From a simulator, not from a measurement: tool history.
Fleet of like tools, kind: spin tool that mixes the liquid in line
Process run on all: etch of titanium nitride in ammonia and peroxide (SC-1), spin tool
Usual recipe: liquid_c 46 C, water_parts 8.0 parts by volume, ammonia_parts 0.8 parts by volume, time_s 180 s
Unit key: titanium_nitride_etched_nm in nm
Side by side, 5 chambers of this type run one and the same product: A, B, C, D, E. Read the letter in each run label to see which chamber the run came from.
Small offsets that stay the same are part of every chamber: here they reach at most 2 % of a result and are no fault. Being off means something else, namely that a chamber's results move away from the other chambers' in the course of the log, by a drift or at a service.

run	hour	liquid_c	water_parts	ammonia_parts	time_s	hours since the thermometer was replaced	hours since the ammonia flow meter was replaced	hours since the heated supply line was repaired	hours since the drum of ammonia solution was connected	read-back film thickness of the titanium nitride reference wafer, read on the same gauge (nm)	titanium_nitride_etched_nm
# hour 5.8: chamber D: heated supply line repaired
1B	10.9	46	8.0	0.8	180	643.4	1134.4	198.1	287.4	99.993	13.704
2E	22.7	46	8.0	0.8	180	200.1	29.8	493.1	277.4	99.995	13.772
3D	30.2	46	8.0	0.8	180	157.2	458.7	24.4	889.5	99.999	13.786
4C	36.5	46	8.0	0.8	180	1083.4	930.8	170.6	156.1	99.979	13.541
5A	43.6	46	8.0	0.8	180	613.2	584.1	546.7	558.5	100.000	13.830
6C	54.0	46	8.0	0.8	180	1100.9	948.3	188.1	173.6	100.000	13.550
7A	66.7	46	8.0	0.8	180	636.3	607.2	569.8	581.6	99.983	13.761
8E	75.8	46	8.0	0.8	180	253.2	82.9	546.2	330.5	100.020	13.758
9D	82.5	46	8.0	0.8	180	209.5	511.0	76.7	941.8	99.980	13.710
10B	91.0	46	8.0	0.8	180	723.5	1214.5	278.2	367.5	100.000	13.541
11C	101.8	46	8.0	0.8	180	1148.7	996.1	235.9	221.4	99.999	13.482
12D	111.2	46	8.0	0.8	180	238.2	539.7	105.4	970.5	100.020	13.658
13B	123.8	43	8.0	0.8	225	756.3	1247.3	311.0	400.3	99.994	13.826
14A	134.9	43	8.0	0.8	225	704.5	675.4	638.0	649.8	99.979	14.073
15E	148.8	43	8.0	0.8	225	326.2	155.9	619.2	403.5	100.010	13.898
16C	160.9	43	8.0	0.8	225	1207.8	1055.2	295.0	280.5	99.999	13.587
17E	171.8	43	8.0	0.8	225	349.2	178.9	642.2	426.5	100.000	13.853
18B	180.3	46	8.0	0.8	180	812.8	1303.8	367.5	456.8	99.994	13.647
# hour 185.2: chamber C: new drum of ammonia solution connected
19D	190.0	46	8.0	0.8	180	317.0	618.5	184.2	1049.3	99.999	13.744
20A	201.0	46	8.0	0.8	180	770.6	741.5	704.1	715.9	99.979	13.861
21B	212.8	46	8.0	0.8	180	845.3	1336.3	400.0	489.3	99.995	13.563
# hour 221.2: chamber D: new drum of ammonia solution connected
22E	225.3	46	8.0	0.8	180	402.7	232.4	695.7	480.0	100.010	13.397
23C	231.4	46	8.0	0.8	180	1278.3	1125.7	365.5	46.2	99.984	13.566
24A	241.7	46	8.0	0.8	180	811.3	782.2	744.8	756.6	99.997	13.751
25D	249.3	46	8.0	0.8	180	376.3	677.8	243.5	28.2	100.000	13.707
26B	259.9	46	9.5	0.8	180	892.4	1383.4	447.1	536.4	99.999	12.606
27C	273.2	46	9.5	0.8	180	1320.1	1167.5	407.3	88.0	99.979	12.397
28A	279.7	46	9.5	0.8	180	849.3	820.2	782.8	794.6	100.000	12.590
29E	291.1	46	9.5	0.8	180	468.5	298.2	761.5	545.8	100.000	12.143
30D	303.1	46	9.5	0.8	180	430.1	731.6	297.3	82.0	99.978	12.530
31E	310.9	46	8.0	0.8	180	488.3	318.0	781.3	565.6	99.995	13.007
32D	317.7	46	8.0	0.8	180	444.7	746.2	311.9	96.6	100.010	13.678
33A	328.6	46	8.0	0.8	180	898.2	869.1	831.7	843.5	100.000	13.754
34B	341.4	46	8.0	0.8	180	973.9	1464.9	528.6	617.9	100.010	13.645
35C	354.5	46	8.0	0.8	180	1401.4	1248.8	488.6	169.3	100.000	13.547
# hour 358.8: chamber A: new drum of ammonia solution connected
36A	368.5	46	8.0	0.8	180	938.1	909.0	871.6	9.7	99.981	13.948
37C	376.3	46	8.0	0.8	180	1423.2	1270.6	510.4	191.1	99.986	13.477
38B	386.3	46	8.0	0.8	180	1018.8	1509.8	573.5	662.8	100.000	13.539

All chambers now run identical settings, listed one chamber a line with results as question marks. What results will each chamber show?
39A	396.4	46	8.0	0.8	180						?
39B	396.4	46	8.0	0.8	180						?
39C	396.4	46	8.0	0.8	180						?
39D	396.4	46	8.0	0.8	180						?
39E	396.4	46	8.0	0.8	180						?

run	titanium_nitride_etched_nm
39A	13.643
39B	13.695
39C	13.481
39D	13.790
39E	12.784
